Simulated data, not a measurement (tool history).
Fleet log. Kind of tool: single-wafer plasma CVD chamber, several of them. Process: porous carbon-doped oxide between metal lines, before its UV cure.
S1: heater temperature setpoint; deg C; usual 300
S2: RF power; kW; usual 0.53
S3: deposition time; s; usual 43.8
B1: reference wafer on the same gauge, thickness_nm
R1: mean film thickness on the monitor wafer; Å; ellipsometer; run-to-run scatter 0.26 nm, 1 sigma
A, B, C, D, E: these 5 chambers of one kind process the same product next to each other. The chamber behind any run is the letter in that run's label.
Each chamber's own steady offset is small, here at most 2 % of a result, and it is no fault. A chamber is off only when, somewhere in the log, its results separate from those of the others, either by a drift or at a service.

Run 1C, hour 3.7: usual settings; B1 273.02. Result: R1 2440.2 Å.
At hour 7.4: chamber D: thermocouple changed; heater temperature recalibrated.
Run 2A, hour 8.1: usual settings; B1 273.04. Result: R1 2468.1 Å.
Run 3E, hour 12.5: usual settings; B1 273.19. Result: R1 2420.6 Å.
Run 4B, hour 17.8: usual settings; B1 273.23. Result: R1 2394.4 Å.
Run 5D, hour 20.3: usual settings; B1 273.1. Result: R1 2437.6 Å.
Run 6B, hour 23.5: usual settings; B1 273.2. Result: R1 2402.3 Å.
Run 7E, hour 26.8: usual settings; B1 273.19. Result: R1 2418.7 Å.
Run 8C, hour 30.6: usual settings; B1 273.27. Result: R1 2436.2 Å.
Run 9A, hour 33.8: usual settings; B1 273.25. Result: R1 2469 Å.
Run 10D, hour 38.9: usual settings; B1 273.26. Result: R1 2431.1 Å.
Run 11E, hour 44: usual settings; B1 273.44. Result: R1 2428.2 Å.
Run 12C, hour 46.9: usual settings; B1 273.43. Result: R1 2439.7 Å.
Run 13A, hour 52.3: usual settings; B1 273.42. Result: R1 2468.5 Å.
Run 14B, hour 57.7: usual settings but S1 291 deg C, S3 49.4 s; B1 273.49. Result: R1 2849.2 Å.
Run 15D, hour 62.4: usual settings but S1 291 deg C, S3 49.4 s; B1 273.48. Result: R1 2893.4 Å.
Run 16C, hour 66.3: usual settings but S1 291 deg C, S3 49.4 s; B1 273.59. Result: R1 2893.1 Å.
Run 17B, hour 71.5: usual settings but S1 291 deg C, S3 49.4 s; B1 273.62. Result: R1 2849.7 Å.
Run 18E, hour 76.8: usual settings but S1 291 deg C, S3 49.4 s; B1 273.67. Result: R1 2881.2 Å.
Run 19D, hour 82: usual settings; B1 273.68. Result: R1 2442.4 Å.
Run 20A, hour 87.3: usual settings but S3 48.3 s; B1 273.72. Result: R1 2717.5 Å.
Run 21B, hour 92.4: usual settings but S3 48.3 s; B1 273.79. Result: R1 2646.1 Å.
Run 22E, hour 97.5: usual settings but S3 48.3 s; B1 273.84. Result: R1 2675.2 Å.
Run 23C, hour 102.7: usual settings but S3 48.3 s; B1 273.87. Result: R1 2692.9 Å.
Run 24D, hour 108: usual settings but S3 48.3 s; B1 273.93. Result: R1 2682.7 Å.
At hour 108.9: chamber C: RF generator calibrated.
Run 25A, hour 111.8: usual settings; B1 273.98. Result: R1 2472.4 Å.
Run 26D, hour 115.1: usual settings but S2 0.595 kW, S3 35.5 s; B1 273.95. Result: R1 2147 Å.
Run 27C, hour 120.3: usual settings but S2 0.595 kW, S3 35.5 s; B1 274. Result: R1 2157.8 Å.
Run 28A, hour 124.4: usual settings but S2 0.595 kW, S3 35.5 s; B1 274.08. Result: R1 2172.3 Å.
Run 29B, hour 127.3: usual settings but S2 0.595 kW, S3 35.5 s; B1 274.1. Result: R1 2112.6 Å.
At hour 127.7: chamber A: RF generator calibrated.
Run 30E, hour 132.7: usual settings but S2 0.595 kW, S3 35.5 s; B1 274.11. Result: R1 2139.4 Å.
Run 31A, hour 136.5: usual settings; B1 274.16. Result: R1 2472.2 Å.

Is one chamber out of step, is the gauge drifting, or do the chambers differ by no more than their own small offsets? For an off chamber, give its letter and the likeliest cause.

The gauge drifts, so all chambers seem to drift together. No chamber is off.
Likeliest cause: gauge reads high (%) = 0.438.
